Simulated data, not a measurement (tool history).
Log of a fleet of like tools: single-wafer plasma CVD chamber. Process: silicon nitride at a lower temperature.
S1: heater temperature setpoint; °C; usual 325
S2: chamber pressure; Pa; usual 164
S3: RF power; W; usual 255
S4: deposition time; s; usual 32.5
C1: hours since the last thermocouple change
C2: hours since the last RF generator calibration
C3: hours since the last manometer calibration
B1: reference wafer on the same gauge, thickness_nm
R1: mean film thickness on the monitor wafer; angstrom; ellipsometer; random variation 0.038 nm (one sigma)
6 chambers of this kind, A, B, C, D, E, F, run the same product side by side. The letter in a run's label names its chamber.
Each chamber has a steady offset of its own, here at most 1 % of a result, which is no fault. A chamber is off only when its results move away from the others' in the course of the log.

{"run": "1B", "hour": 7.5, "S1": 325, "S2": 164, "S3": 255, "S4": 32.5, "C1": 477.4, "C2": 181.2, "C3": 506.3, "B1": 27.708, "R1": 320.48}
{"run": "2A", "hour": 12.9, "S1": 325, "S2": 164, "S3": 255, "S4": 32.5, "C1": 757.7, "C2": 1892.8, "C3": 1951.1, "B1": 27.706, "R1": 317.41}
{"run": "3D", "hour": 17.4, "S1": 325, "S2": 164, "S3": 255, "S4": 32.5, "C1": 946.8, "C2": 876.2, "C3": 1149.6, "B1": 27.71, "R1": 316.52}
{"run": "4C", "hour": 26.0, "S1": 325, "S2": 164, "S3": 255, "S4": 32.5, "C1": 1665.0, "C2": 1439.3, "C3": 725.7, "B1": 27.715, "R1": 321.48}
{"run": "5F", "hour": 34.0, "S1": 325, "S2": 164, "S3": 255, "S4": 32.5, "C1": 1759.2, "C2": 778.0, "C3": 1259.4, "B1": 27.718, "R1": 317.78}
{"run": "6E", "hour": 37.8, "S1": 325, "S2": 164, "S3": 255, "S4": 32.5, "C1": 2154.7, "C2": 542.6, "C3": 1657.3, "B1": 27.72, "R1": 320.04}
{"run": "7D", "hour": 43.3, "S1": 325, "S2": 164, "S3": 255, "S4": 32.5, "C1": 972.7, "C2": 902.1, "C3": 1175.5, "B1": 27.722, "R1": 316.54}
{"run": "8A", "hour": 48.9, "S1": 325, "S2": 164, "S3": 255, "S4": 32.5, "C1": 793.7, "C2": 1928.8, "C3": 1987.1, "B1": 27.726, "R1": 318.89}
{"hour": 50.8, "done": "chamber A: RF generator calibrated"}
{"run": "9E", "hour": 53.9, "S1": 325, "S2": 139, "S3": 255, "S4": 37.0, "C1": 2170.8, "C2": 558.7, "C3": 1673.4, "B1": 27.732, "R1": 346.7}
{"run": "10B", "hour": 61.8, "S1": 325, "S2": 139, "S3": 255, "S4": 37.0, "C1": 531.7, "C2": 235.5, "C3": 560.6, "B1": 27.742, "R1": 347.35}
{"run": "11F", "hour": 67.6, "S1": 325, "S2": 139, "S3": 255, "S4": 37.0, "C1": 1792.8, "C2": 811.6, "C3": 1293.0, "B1": 27.742, "R1": 344.45}
{"run": "12C", "hour": 72.2, "S1": 325, "S2": 139, "S3": 255, "S4": 37.0, "C1": 1711.2, "C2": 1485.5, "C3": 771.9, "B1": 27.745, "R1": 348.41}
{"run": "13D", "hour": 79.8, "S1": 325, "S2": 139, "S3": 255, "S4": 37.0, "C1": 1009.2, "C2": 938.6, "C3": 1212.0, "B1": 27.751, "R1": 342.57}
{"run": "14A", "hour": 85.5, "S1": 325, "S2": 139, "S3": 255, "S4": 37.0, "C1": 830.3, "C2": 34.8, "C3": 2023.7, "B1": 27.75, "R1": 345.62}
{"hour": 85.9, "done": "chamber C: capacitance manometer re-zeroed and calibrated"}
{"run": "15B", "hour": 91.5, "S1": 325, "S2": 164, "S3": 255, "S4": 32.5, "C1": 561.4, "C2": 265.2, "C3": 590.3, "B1": 27.758, "R1": 320.75}
{"run": "16F", "hour": 95.4, "S1": 325, "S2": 164, "S3": 255, "S4": 32.5, "C1": 1820.6, "C2": 839.4, "C3": 1320.8, "B1": 27.758, "R1": 319.05}
{"run": "17C", "hour": 103.6, "S1": 325, "S2": 164, "S3": 255, "S4": 32.5, "C1": 1742.6, "C2": 1516.9, "C3": 17.7, "B1": 27.759, "R1": 322.62}
{"run": "18E", "hour": 107.5, "S1": 325, "S2": 164, "S3": 255, "S4": 32.5, "C1": 2224.4, "C2": 612.3, "C3": 1727.0, "B1": 27.763, "R1": 321.29}
{"run": "19F", "hour": 112.8, "S1": 325, "S2": 164, "S3": 255, "S4": 32.5, "C1": 1838.0, "C2": 856.8, "C3": 1338.2, "B1": 27.769, "R1": 318.62}
{"run": "20B", "hour": 119.9, "S1": 325, "S2": 164, "S3": 255, "S4": 32.5, "C1": 589.8, "C2": 293.6, "C3": 618.7, "B1": 27.775, "R1": 320.79}
{"run": "21D", "hour": 125.6, "S1": 325, "S2": 164, "S3": 255, "S4": 32.5, "C1": 1055.0, "C2": 984.4, "C3": 1257.8, "B1": 27.773, "R1": 316.76}
{"run": "22E", "hour": 129.5, "S1": 325, "S2": 164, "S3": 255, "S4": 32.5, "C1": 2246.4, "C2": 634.3, "C3": 1749.0, "B1": 27.777, "R1": 320.86}
{"run": "23C", "hour": 135.1, "S1": 333, "S2": 164, "S3": 255, "S4": 32.5, "C1": 1774.1, "C2": 1548.4, "C3": 49.2, "B1": 27.776, "R1": 321.11}
{"run": "24A", "hour": 139.5, "S1": 333, "S2": 164, "S3": 255, "S4": 32.5, "C1": 884.3, "C2": 88.8, "C3": 2077.7, "B1": 27.784, "R1": 318.19}
{"run": "25D", "hour": 147.1, "S1": 333, "S2": 164, "S3": 255, "S4": 32.5, "C1": 1076.5, "C2": 1005.9, "C3": 1279.3, "B1": 27.79, "R1": 316.57}
{"run": "26E", "hour": 152.7, "S1": 333, "S2": 164, "S3": 255, "S4": 32.5, "C1": 2269.6, "C2": 657.5, "C3": 1772.2, "B1": 27.798, "R1": 320.5}
{"run": "27A", "hour": 159.3, "S1": 333, "S2": 164, "S3": 255, "S4": 32.5, "C1": 904.1, "C2": 108.6, "C3": 2097.5, "B1": 27.786, "R1": 318.61}
{"run": "28C", "hour": 168.0, "S1": 333, "S2": 164, "S3": 255, "S4": 32.5, "C1": 1807.0, "C2": 1581.3, "C3": 82.1, "B1": 27.811, "R1": 321.52}
{"run": "29F", "hour": 171.8, "S1": 325, "S2": 164, "S3": 255, "S4": 32.5, "C1": 1897.0, "C2": 915.8, "C3": 1397.2, "B1": 27.808, "R1": 319.09}
{"run": "30B", "hour": 175.7, "S1": 325, "S2": 164, "S3": 255, "S4": 32.5, "C1": 645.6, "C2": 349.4, "C3": 674.5, "B1": 27.801, "R1": 320.84}
{"run": "31B", "hour": 182.4, "S1": 325, "S2": 164, "S3": 255, "S4": 32.5, "C1": 652.3, "C2": 356.1, "C3": 681.2, "B1": 27.808, "R1": 321.56}
{"run": "32A", "hour": 188.5, "S1": 325, "S2": 164, "S3": 255, "S4": 32.5, "C1": 933.3, "C2": 137.8, "C3": 2126.7, "B1": 27.811, "R1": 319.14}
{"run": "33E", "hour": 195.9, "S1": 325, "S2": 164, "S3": 255, "S4": 32.5, "C1": 2312.8, "C2": 700.7, "C3": 1815.4, "B1": 27.823, "R1": 321.34}
{"run": "34C", "hour": 202.4, "S1": 325, "S2": 164, "S3": 255, "S4": 32.5, "C1": 1841.4, "C2": 1615.7, "C3": 116.5, "B1": 27.832, "R1": 323.13}
{"run": "35F", "hour": 206.3, "S1": 325, "S2": 164, "S3": 255, "S4": 32.5, "C1": 1931.5, "C2": 950.3, "C3": 1431.7, "B1": 27.838, "R1": 318.99}
{"run": "36D", "hour": 212.0, "S1": 325, "S2": 164, "S3": 255, "S4": 32.5, "C1": 1141.4, "C2": 1070.8, "C3": 1344.2, "B1": 27.838, "R1": 317.31}

Is one chamber off against the others, does the gauge drift, or is nothing wrong? If a chamber is off, say which, and what the likeliest cause is.

The gauge drifts, so all chambers seem to drift together. No chamber is off.
Cause: gauge reads high (%) = 0.489.

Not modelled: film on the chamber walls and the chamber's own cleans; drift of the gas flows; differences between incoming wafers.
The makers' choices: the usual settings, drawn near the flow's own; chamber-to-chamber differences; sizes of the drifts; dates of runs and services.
